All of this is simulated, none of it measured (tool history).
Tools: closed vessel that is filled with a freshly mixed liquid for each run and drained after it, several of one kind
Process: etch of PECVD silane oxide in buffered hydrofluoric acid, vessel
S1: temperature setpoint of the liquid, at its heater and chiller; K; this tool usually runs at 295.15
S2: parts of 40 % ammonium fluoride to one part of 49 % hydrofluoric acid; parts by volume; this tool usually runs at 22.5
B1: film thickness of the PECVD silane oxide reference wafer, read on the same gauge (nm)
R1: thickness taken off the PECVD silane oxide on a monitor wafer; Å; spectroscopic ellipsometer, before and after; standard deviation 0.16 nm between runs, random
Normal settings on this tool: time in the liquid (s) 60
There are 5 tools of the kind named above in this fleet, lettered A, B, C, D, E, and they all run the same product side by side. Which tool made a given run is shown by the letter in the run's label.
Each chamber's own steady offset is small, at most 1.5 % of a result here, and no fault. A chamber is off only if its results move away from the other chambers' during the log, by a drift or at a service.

{"run": "1E", "hour": 2.9, "S1": 295.15, "S2": 22.5, "time in the liquid (s)": 60, "B1": 120.02, "R1": 508.58}
{"run": "2D", "hour": 6.6, "S1": 295.15, "S2": 22.5, "time in the liquid (s)": 60, "B1": 119.98, "R1": 505.55}
{"run": "3B", "hour": 9.7, "S1": 295.15, "S2": 22.5, "time in the liquid (s)": 60, "B1": 120, "R1": 499.17}
{"run": "4C", "hour": 12.4, "S1": 295.15, "S2": 22.5, "time in the liquid (s)": 60, "B1": 119.99, "R1": 510.14}
{"run": "5A", "hour": 15.9, "S1": 295.15, "S2": 22.5, "time in the liquid (s)": 60, "B1": 120, "R1": 504.96}
{"run": "6D", "hour": 20.1, "S1": 295.15, "S2": 22.5, "time in the liquid (s)": 60, "B1": 120.02, "R1": 503.07}
{"hour": 23.4, "done": "chamber D: hydrofluoric acid flow meter replaced"}
{"run": "7E", "hour": 23.5, "S1": 295.15, "S2": 22.5, "time in the liquid (s)": 60, "B1": 120, "R1": 508.53}
{"run": "8B", "hour": 26.1, "S1": 295.15, "S2": 22.5, "time in the liquid (s)": 60, "B1": 120, "R1": 502.44}
{"run": "9A", "hour": 28.5, "S1": 295.15, "S2": 22.5, "time in the liquid (s)": 60, "B1": 120.01, "R1": 502.69}
{"run": "10C", "hour": 32.0, "S1": 295.15, "S2": 22.5, "time in the liquid (s)": 60, "B1": 120.01, "R1": 510.19}
{"run": "11C", "hour": 34.8, "S1": 295.15, "S2": 22.5, "time in the liquid (s)": 40, "B1": 120.02, "R1": 339.73}
{"run": "12A", "hour": 39.1, "S1": 295.15, "S2": 22.5, "time in the liquid (s)": 40, "B1": 119.99, "R1": 338.24}
{"run": "13B", "hour": 41.8, "S1": 295.15, "S2": 22.5, "time in the liquid (s)": 40, "B1": 119.98, "R1": 331.72}
{"run": "14E", "hour": 44.3, "S1": 295.15, "S2": 22.5, "time in the liquid (s)": 40, "B1": 119.99, "R1": 338.62}
{"run": "15D", "hour": 48.5, "S1": 295.15, "S2": 22.5, "time in the liquid (s)": 40, "B1": 120.02, "R1": 335.74}
{"run": "16C", "hour": 51.1, "S1": 295.15, "S2": 22.5, "time in the liquid (s)": 60, "B1": 120.04, "R1": 510.12}
{"run": "17A", "hour": 54.1, "S1": 295.15, "S2": 22.5, "time in the liquid (s)": 60, "B1": 120.01, "R1": 504.85}
{"run": "18B", "hour": 58.3, "S1": 295.15, "S2": 22.5, "time in the liquid (s)": 60, "B1": 120.03, "R1": 497.65}
{"run": "19E", "hour": 61.9, "S1": 295.15, "S2": 22.5, "time in the liquid (s)": 60, "B1": 119.99, "R1": 504.08}
{"run": "20D", "hour": 65.0, "S1": 295.15, "S2": 16.5, "time in the liquid (s)": 75, "B1": 120, "R1": 827.39}
{"run": "21C", "hour": 69.6, "S1": 295.15, "S2": 16.5, "time in the liquid (s)": 75, "B1": 120, "R1": 837.18}
{"run": "22A", "hour": 72.3, "S1": 295.15, "S2": 16.5, "time in the liquid (s)": 75, "B1": 119.99, "R1": 834.98}
{"run": "23E", "hour": 76.1, "S1": 295.15, "S2": 16.5, "time in the liquid (s)": 75, "B1": 120.03, "R1": 826.99}
{"run": "24B", "hour": 78.3, "S1": 295.15, "S2": 16.5, "time in the liquid (s)": 75, "B1": 120.02, "R1": 820.83}
{"run": "25D", "hour": 80.4, "S1": 295.15, "S2": 22.5, "time in the liquid (s)": 60, "B1": 120.01, "R1": 506.66}
{"run": "26B", "hour": 83.3, "S1": 295.15, "S2": 26.5, "time in the liquid (s)": 80, "B1": 120.01, "R1": 589.95}
{"run": "27A", "hour": 87.7, "S1": 295.15, "S2": 26.5, "time in the liquid (s)": 80, "B1": 120, "R1": 601.42}
{"run": "28C", "hour": 90.6, "S1": 295.15, "S2": 26.5, "time in the liquid (s)": 80, "B1": 120.01, "R1": 604.38}
{"run": "29D", "hour": 93.6, "S1": 295.15, "S2": 26.5, "time in the liquid (s)": 80, "B1": 119.99, "R1": 603.48}
{"run": "30E", "hour": 98.0, "S1": 295.15, "S2": 26.5, "time in the liquid (s)": 80, "B1": 119.98, "R1": 604.73}
{"run": "31B", "hour": 101.8, "S1": 295.15, "S2": 22.5, "time in the liquid (s)": 75, "B1": 119.98, "R1": 625.29}

Which is it: a chamber that has drifted or been left off by a service, a gauge drift common to all chambers, or only each chamber's usual small offset? If a chamber is off, name it and its likeliest cause.

No chamber is off and the gauge is stable; the differences are just each chamber's small, constant offset.

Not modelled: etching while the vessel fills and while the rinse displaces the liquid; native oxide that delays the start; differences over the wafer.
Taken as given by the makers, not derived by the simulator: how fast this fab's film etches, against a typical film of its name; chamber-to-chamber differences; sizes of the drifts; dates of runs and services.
